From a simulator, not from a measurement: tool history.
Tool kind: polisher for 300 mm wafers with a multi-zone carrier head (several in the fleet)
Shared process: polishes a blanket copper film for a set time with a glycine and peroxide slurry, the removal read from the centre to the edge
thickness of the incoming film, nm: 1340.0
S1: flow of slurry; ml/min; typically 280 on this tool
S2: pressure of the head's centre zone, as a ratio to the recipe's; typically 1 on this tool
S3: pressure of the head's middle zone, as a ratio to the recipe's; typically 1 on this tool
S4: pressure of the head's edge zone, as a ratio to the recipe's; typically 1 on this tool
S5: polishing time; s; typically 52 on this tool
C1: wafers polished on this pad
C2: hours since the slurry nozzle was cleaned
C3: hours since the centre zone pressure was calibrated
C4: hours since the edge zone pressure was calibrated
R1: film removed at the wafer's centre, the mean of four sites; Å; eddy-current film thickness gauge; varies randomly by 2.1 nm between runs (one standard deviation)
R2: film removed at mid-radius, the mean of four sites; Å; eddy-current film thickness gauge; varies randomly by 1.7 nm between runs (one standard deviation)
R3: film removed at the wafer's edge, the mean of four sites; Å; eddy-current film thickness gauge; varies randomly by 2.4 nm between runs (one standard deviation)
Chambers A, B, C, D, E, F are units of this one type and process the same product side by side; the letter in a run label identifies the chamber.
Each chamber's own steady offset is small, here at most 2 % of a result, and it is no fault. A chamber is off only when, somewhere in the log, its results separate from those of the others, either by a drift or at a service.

At hour 3.1: chamber D: edge zone pressure recalibrated.
At hour 8.5: chamber E: worn pad replaced by a new one.
Run 1D, hour 14.4: usual settings; C1 873; C2 398.5; C3 48.1; C4 11.3. Result: R1 2252.4 Å, R2 2301.9 Å, R3 2280.9 Å.
Run 2A, hour 21.8: usual settings; C1 1355; C2 309.2; C3 635.7; C4 34.6. Result: R1 2268.9 Å, R2 2298 Å, R3 2331.7 Å.
At hour 26.4: chamber C: worn pad replaced by a new one.
Run 3B, hour 28.3: usual settings; C1 516; C2 357.1; C3 444.6; C4 272.5. Result: R1 2285.2 Å, R2 2259.4 Å, R3 2244.9 Å.
Run 4E, hour 35: usual settings; C1 259; C2 81.4; C3 282.1; C4 402.9. Result: R1 2246.4 Å, R2 2286.7 Å, R3 2242.2 Å.
At hour 39.6: chamber A: worn pad replaced by a new one.
Run 5F, hour 45.2: usual settings; C1 492; C2 619.6; C3 518.8; C4 535.3. Result: R1 2292.7 Å, R2 2277.1 Å, R3 2316.9 Å.
At hour 55.4: chamber D: worn pad replaced by a new one.
Run 6C, hour 55.7: usual settings but S4 1.06, S5 43 s; C1 287; C2 130.3; C3 178.5; C4 379.1. Result: R1 1933.7 Å, R2 1905.4 Å, R3 1950.3 Å.
Run 7B, hour 62.4: usual settings but S4 1.06, S5 43 s; C1 850; C2 391.2; C3 478.7; C4 306.6. Result: R1 1875.2 Å, R2 1893.9 Å, R3 1934.1 Å.
At hour 65.7: chamber D: slurry nozzle cleaned.
At hour 72: chamber E: edge zone pressure recalibrated.
Run 8A, hour 74.7: usual settings but S4 1.06, S5 43 s; C1 344; C2 362.1; C3 688.6; C4 87.5. Result: R1 1889.9 Å, R2 1868.7 Å, R3 1998.4 Å.
At hour 80.6: chamber B: slurry nozzle cleaned.
Run 9C, hour 85.9: usual settings but S4 1.06, S5 43 s; C1 582; C2 160.5; C3 208.7; C4 409.3. Result: R1 1892.7 Å, R2 1906.4 Å, R3 1938.9 Å.
At hour 96.6: chamber E: worn pad replaced by a new one.
Run 10E, hour 97.8: usual settings but S4 1.06, S5 43 s; C1 12; C2 144.2; C3 344.9; C4 25.8. Result: R1 1850.4 Å, R2 1890.7 Å, R3 1921.3 Å.
At hour 98.6: chamber F: worn pad replaced by a new one.
At hour 106.3: chamber C: worn pad replaced by a new one.
Run 11F, hour 111.1: usual settings but S4 1.06, S5 43 s; C1 122; C2 685.5; C3 584.7; C4 601.2. Result: R1 1876 Å, R2 1893.9 Å, R3 1956.6 Å.
At hour 125.7: chamber B: worn pad replaced by a new one.
Run 12D, hour 126: usual settings; C1 690; C2 60.4; C3 159.7; C4 122.9. Result: R1 2279.2 Å, R2 2270.8 Å, R3 2272.4 Å.
At hour 131.8: chamber F: centre zone pressure recalibrated.
Run 13C, hour 134.3: usual settings; C1 274; C2 208.9; C3 257.1; C4 457.7. Result: R1 2303.1 Å, R2 2327.8 Å, R3 2253.7 Å.
Run 14B, hour 143.2: usual settings; C1 171; C2 62.6; C3 559.5; C4 387.4. Result: R1 2306.3 Å, R2 2252.3 Å, R3 2250.9 Å.
At hour 143.3: chamber F: edge zone pressure recalibrated.
At hour 148.5: chamber F: slurry nozzle cleaned.
Run 15D, hour 154.7: usual settings; C1 971; C2 89.1; C3 188.4; C4 151.6. Result: R1 2241.5 Å, R2 2307 Å, R3 2282.8 Å.
At hour 164.4: chamber C: slurry nozzle cleaned.
Run 16A, hour 164.5: usual settings; C1 1222; C2 451.9; C3 778.4; C4 177.3. Result: R1 2277.2 Å, R2 2279.8 Å, R3 2322.8 Å.
Run 17F, hour 171.1: usual settings; C1 709; C2 22.7; C3 39.4; C4 27.8. Result: R1 2499.9 Å, R2 2301.3 Å, R3 2321.3 Å.
At hour 173.8: chamber C: worn pad replaced by a new one.
At hour 182.5: chamber E: worn pad replaced by a new one.
Run 18E, hour 185.8: usual settings but S2 0.95, S3 1.09; C1 32; C2 232.2; C3 432.9; C4 113.8. Result: R1 2167.9 Å, R2 2453 Å, R3 2210.8 Å.
Run 19A, hour 197.4: usual settings but S2 0.95, S3 1.09; C1 1543; C2 484.8; C3 811.3; C4 210.2. Result: R1 2164.3 Å, R2 2503.9 Å, R3 2321.2 Å.
At hour 199.5: chamber A: worn pad replaced by a new one.
Run 20F, hour 204.3: usual settings but S2 0.95, S3 1.09; C1 1033; C2 55.9; C3 72.6; C4 61. Result: R1 2293.8 Å, R2 2485.8 Å, R3 2272.1 Å.
At hour 206: chamber D: worn pad replaced by a new one.
At hour 212: chamber F: worn pad replaced by a new one.
Run 21B, hour 217: usual settings but S2 0.95, S3 1.09; C1 893; C2 136.4; C3 633.3; C4 461.2. Result: R1 2164.7 Å, R2 2459.7 Å, R3 2274.9 Å.
At hour 223.4: chamber E: centre zone pressure recalibrated.
Run 22C, hour 231.1: usual settings but S2 0.95, S3 1.09; C1 560; C2 66.7; C3 353.9; C4 554.5. Result: R1 2190.9 Å, R2 2516.7 Å, R3 2308.2 Å.
At hour 237.5: chamber B: edge zone pressure recalibrated.
Run 23D, hour 240.5: usual settings but S2 0.95, S3 1.09; C1 337; C2 174.9; C3 274.2; C4 237.4. Result: R1 2128.7 Å, R2 2452.2 Å, R3 2288.7 Å.
At hour 241.6: chamber B: worn pad replaced by a new one.
At hour 243.2: chamber C: worn pad replaced by a new one.
At hour 251.5: chamber E: worn pad replaced by a new one.
Run 24E, hour 254.1: usual settings; C1 25; C2 300.5; C3 30.8; C4 182.1. Result: R1 2250.7 Å, R2 2301.4 Å, R3 2252.4 Å.
Run 25B, hour 262: usual settings; C1 199; C2 181.4; C3 678.3; C4 24.5. Result: R1 2258.1 Å, R2 2265.9 Å, R3 2264.5 Å.
At hour 263.4: chamber A: slurry nozzle cleaned.
Run 26A, hour 275.8: usual settings; C1 746; C2 12.4; C3 889.7; C4 288.6. Result: R1 2290.8 Å, R2 2269.4 Å, R3 2343.6 Å.
Run 27F, hour 286.8: usual settings; C1 731; C2 138.4; C3 155.1; C4 143.5. Result: R1 2468.7 Å, R2 2290.3 Å, R3 2296.4 Å.
Run 28C, hour 299.5: usual settings; C1 551; C2 135.1; C3 422.3; C4 622.9. Result: R1 2306.8 Å, R2 2289.7 Å, R3 2266.2 Å.
Run 29E, hour 310.2: usual settings; C1 574; C2 356.6; C3 86.9; C4 238.2. Result: R1 2252.8 Å, R2 2312.3 Å, R3 2264.6 Å.
At hour 313.6: chamber F: worn pad replaced by a new one.
Run 30D, hour 317.3: usual settings but S3 0.94; C1 1088; C2 251.7; C3 351; C4 314.2. Result: R1 2263.4 Å, R2 2147.5 Å, R3 2253 Å.
At hour 322.8: chamber C: worn pad replaced by a new one.
At hour 323.5: chamber A: worn pad replaced by a new one.
Run 31B, hour 329.7: usual settings but S3 0.94; C1 861; C2 249.1; C3 746; C4 92.2. Result: R1 2281.5 Å, R2 2152.3 Å, R3 2249.8 Å.
At hour 334.2: chamber E: worn pad replaced by a new one.
Run 32D, hour 337.7: usual settings but S3 0.94; C1 1288; C2 272.1; C3 371.4; C4 334.6. Result: R1 2256.5 Å, R2 2148.9 Å, R3 2334.2 Å.
At hour 345.1: chamber D: worn pad replaced by a new one.
Run 33A, hour 351: usual settings but S3 0.94; C1 269; C2 87.6; C3 964.9; C4 363.8. Result: R1 2291.1 Å, R2 2135 Å, R3 2287.5 Å.
Run 34F, hour 362.8: usual settings but S3 0.94; C1 481; C2 214.4; C3 231.1; C4 219.5. Result: R1 2455.7 Å, R2 2156.9 Å, R3 2281.3 Å.
Run 35E, hour 371.3: usual settings but S3 0.94; C1 363; C2 417.7; C3 148; C4 299.3. Result: R1 2243.8 Å, R2 2167 Å, R3 2284.6 Å.
Run 36C, hour 378: usual settings but S3 1.08, S4 1.04; C1 540; C2 213.6; C3 500.8; C4 701.4. Result: R1 2292.1 Å, R2 2479.6 Å, R3 2344.9 Å.
Run 37D, hour 384.7: usual settings but S3 1.08, S4 1.04; C1 387; C2 319.1; C3 418.4; C4 381.6. Result: R1 2278.9 Å, R2 2503.2 Å, R3 2317 Å.

One chamber off, gauge drift, or nothing amiss beyond the chambers' own small offsets? If it is a chamber, which one, and what is the likeliest cause?

The work done on chamber F during a service left it standing apart from the others.
Most likely cause: centre zone's pressure above its setpoint, % = 7.97.

Which of the 4 candidates below, each the usual settings with something changed and its results left as question marks, puts chamber F back in line with what the other chambers give on the usual settings?
In line here means within this much of the mean the other chambers give on the usual settings: R1 72 Å; R2 58 Å; R3 83 Å
Run 38F-1, hour 395.6: usual settings but S2 0.98, S3 1.01. Result: R1 ?, R2 ?, R3 ?.
Run 38F-2, hour 395.6: usual settings but S2 1.02, S3 0.99. Result: R1 ?, R2 ?, R3 ?.
Run 38F-3, hour 395.6: usual settings but S1 285 ml/min, S2 1.06, S3 0.98, S4 0.98, S5 53 s. Result: R1 ?, R2 ?, R3 ?.
Run 38F-4, hour 395.6: usual settings but S1 275 ml/min, S2 0.94, S3 1.02, S4 1.02, S5 51 s. Result: R1 ?, R2 ?, R3 ?.

The mean the other chambers reach with the usual settings: R1 2277.2 Å; R2 2290 Å; R3 2280.3 Å
  run      R1      R2      R3
38F-1  2414.1  2307.2  2289.9
38F-2  2520.8  2264.6  2290.6
38F-3  2683.7  2290.4  2313.6
38F-4  2258.1  2279.6  2265.9
The right change is 38F-4: it brings the chamber back within the allowed miss of the others.
